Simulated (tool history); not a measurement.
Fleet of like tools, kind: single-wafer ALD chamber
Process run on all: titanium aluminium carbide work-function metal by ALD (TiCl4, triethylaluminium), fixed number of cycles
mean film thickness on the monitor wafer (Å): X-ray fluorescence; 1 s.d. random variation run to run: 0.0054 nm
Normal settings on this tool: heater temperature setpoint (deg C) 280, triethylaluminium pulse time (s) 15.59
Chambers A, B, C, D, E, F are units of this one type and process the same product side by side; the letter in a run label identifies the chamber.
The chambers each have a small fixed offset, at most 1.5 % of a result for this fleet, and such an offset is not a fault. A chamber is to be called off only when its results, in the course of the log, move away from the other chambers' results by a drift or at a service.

| run | hour | heater temperature setpoint (deg C) | triethylaluminium pulse time (s) | hours since the last thermocouple change | hours since the last triethylaluminium bottle change | read-back reference wafer on the same gauge, thickness_nm | mean film thickness on the monitor wafer (Å) |
|---|---|---|---|---|---|---|---|
| 1C | 5.0 | 280 | 15.59 | 941.0 | 424.7 | 2.0897 | 18.823 |
| 2E | 7.9 | 280 | 15.59 | 763.0 | 757.0 | 2.0905 | 18.766 |
| 3D | 11.5 | 280 | 15.59 | 953.2 | 768.3 | 2.0897 | 18.984 |
| 4F | 16.9 | 280 | 15.59 | 446.7 | 166.4 | 2.0899 | 18.749 |
| 5A | 22.2 | 280 | 15.59 | 2374.0 | 668.6 | 2.0907 | 19.049 |
| 6B | 25.8 | 280 | 15.59 | 87.3 | 531.6 | 2.0887 | 18.776 |
| 7B | 31.5 | 280 | 15.59 | 93.0 | 537.3 | 2.0910 | 18.818 |
| 8A | 34.9 | 284 | 20.09 | 2386.7 | 681.3 | 2.0906 | 19.420 |
| 9F | 38.7 | 284 | 20.09 | 468.5 | 188.2 | 2.0893 | 19.281 |
| 10D | 42.9 | 284 | 20.09 | 984.6 | 799.7 | 2.0900 | 19.453 |
| 11E | 46.3 | 284 | 20.09 | 801.4 | 795.4 | 2.0903 | 19.267 |
| 12C | 52.0 | 284 | 20.09 | 988.0 | 471.7 | 2.0898 | 19.292 |
| 13E | 55.9 | 284 | 20.09 | 811.0 | 805.0 | 2.0885 | 19.224 |
| 14F | 60.6 | 280 | 15.59 | 490.4 | 210.1 | 2.0907 | 18.730 |
| 15D | 65.8 | 280 | 15.59 | 1007.5 | 822.6 | 2.0909 | 19.027 |
| 16A | 71.3 | 280 | 15.59 | 2423.1 | 717.7 | 2.0898 | 18.844 |
| 17C | 75.2 | 280 | 15.59 | 1011.2 | 494.9 | 2.0908 | 18.878 |
| 18B | 81.5 | 280 | 15.59 | 143.0 | 587.3 | 2.0889 | 18.719 |
| 19E | 86.7 | 280 | 15.59 | 841.8 | 835.8 | 2.0892 | 18.856 |
| 20B | 92.2 | 280 | 15.59 | 153.7 | 598.0 | 2.0898 | 18.759 |
| 21A | 95.2 | 280 | 15.59 | 2447.0 | 741.6 | 2.0892 | 18.904 |
| 22C | 98.2 | 280 | 15.59 | 1034.2 | 517.9 | 2.0901 | 18.758 |
| 23D | 102.4 | 280 | 15.59 | 1044.1 | 859.2 | 2.0915 | 19.044 |
| 24F | 106.3 | 280 | 15.59 | 536.1 | 255.8 | 2.0890 | 18.902 |
| 25F | 112.1 | 280 | 15.59 | 541.9 | 261.6 | 2.0898 | 18.854 |
|  | 114.7 | chamber D: triethylaluminium bottle replaced |
| 26C | 115.8 | 280 | 15.59 | 1051.8 | 535.5 | 2.0908 | 18.851 |
| 27A | 119.4 | 280 | 15.59 | 2471.2 | 765.8 | 2.0888 | 18.977 |
|  | 121.1 | chamber A: thermocouple changed; heater temperature recalibrated |
| 28B | 124.9 | 280 | 15.59 | 186.4 | 630.7 | 2.0897 | 18.820 |
| 29D | 128.2 | 280 | 15.59 | 1069.9 | 13.6 | 2.0903 | 19.116 |
| 30E | 131.9 | 280 | 15.59 | 887.0 | 881.0 | 2.0902 | 18.784 |
| 31A | 137.5 | 280 | 15.59 | 16.5 | 783.9 | 2.0890 | 19.014 |
| 32C | 140.8 | 280 | 15.59 | 1076.8 | 560.5 | 2.0905 | 18.857 |
| 33B | 146.7 | 280 | 15.59 | 208.2 | 652.5 | 2.0894 | 18.774 |
| 34D | 150.4 | 280 | 15.59 | 1092.1 | 35.8 | 2.0891 | 19.082 |
| 35E | 153.4 | 280 | 15.59 | 908.5 | 902.5 | 2.0902 | 18.854 |
| 36F | 157.3 | 280 | 15.59 | 587.1 | 306.8 | 2.0896 | 18.876 |

What goes on in this fleet: one chamber off, a drifting gauge, or nothing beyond the chambers' own small offsets? Name the chamber and the cause, if any.

No chamber stands off beyond its own small offset, and the gauge holds steady.
